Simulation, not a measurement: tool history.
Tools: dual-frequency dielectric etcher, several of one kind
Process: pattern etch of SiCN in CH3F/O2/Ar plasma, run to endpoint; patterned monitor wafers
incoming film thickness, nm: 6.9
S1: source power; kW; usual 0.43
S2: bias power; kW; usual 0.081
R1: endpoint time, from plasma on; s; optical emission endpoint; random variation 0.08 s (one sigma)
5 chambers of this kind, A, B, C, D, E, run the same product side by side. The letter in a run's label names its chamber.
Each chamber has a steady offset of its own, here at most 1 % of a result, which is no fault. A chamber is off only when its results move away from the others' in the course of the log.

run,hour,S1,S2,R1
1C,7.7,0.43,0.081,17.205
2B,14.7,0.43,0.081,17.053
3D,20.2,0.43,0.081,17.108
4A,27.5,0.43,0.081,17.232
5E,36.9,0.43,0.081,17.179
6B,42.1,0.43,0.081,17.047
7E,51.5,0.43,0.081,17.162
8D,59.2,0.43,0.081,17.276
9C,65.2,0.43,0.081,17.117
10A,73.2,0.43,0.081,17.224
11B,81.7,0.43,0.081,17.263
# hour 88.9: chamber C: bias power generator calibrated
12D,89.5,0.43,0.081,17.322
# hour 90.4: chamber E: source power generator calibrated
13A,96.1,0.43,0.081,17.365
# hour 96.3: chamber E: wet clean of the chamber
14E,101.5,0.43,0.081,17.099
15C,111.4,0.43,0.081,17.287
16C,119.2,0.43,0.081,17.264
17A,126.5,0.43,0.081,17.283
18D,134.2,0.43,0.095,16.269
19B,140.4,0.43,0.095,16.169
20E,147.8,0.43,0.095,16.103
21B,153.8,0.43,0.095,15.988
22E,161.4,0.43,0.095,16.179
23C,171,0.39,0.081,17.871
24D,175.6,0.39,0.081,17.803
# hour 177.7: chamber B: bias power generator calibrated
25A,181.3,0.39,0.081,17.848
26B,190.5,0.39,0.081,17.851
# hour 192.7: chamber A: wet clean of the chamber
27A,199.1,0.39,0.081,18.798
# hour 202.9: chamber D: wet clean of the chamber
28D,207.3,0.43,0.081,17.273
# hour 209: chamber B: wet clean of the chamber
29E,215.5,0.47,0.066,17.821
30C,222.4,0.47,0.066,17.89
31A,232.7,0.47,0.066,18.95
32C,240.9,0.47,0.066,17.923
33E,250.8,0.47,0.066,17.727
34D,256.5,0.43,0.081,17.133
35B,267.1,0.35,0.099,17.146
36B,272.2,0.35,0.099,17.192
37E,282.6,0.35,0.099,17.15
38C,289.1,0.35,0.099,17.101
39D,297.9,0.35,0.099,17.029
40A,303.5,0.43,0.081,18.201
41C,308.4,0.39,0.092,17.127
42E,315.7,0.39,0.092,17.061
43A,321.9,0.39,0.092,18.072

All 5 chambers run these settings next. Forecast each chamber's results:
44A,329.5,0.43,0.081,?
44B,329.5,0.43,0.081,?
44C,329.5,0.43,0.081,?
44D,329.5,0.43,0.081,?
44E,329.5,0.43,0.081,?

run,R1
44A,18.271
44B,17.086
44C,17.281
44D,17.16
44E,17.393
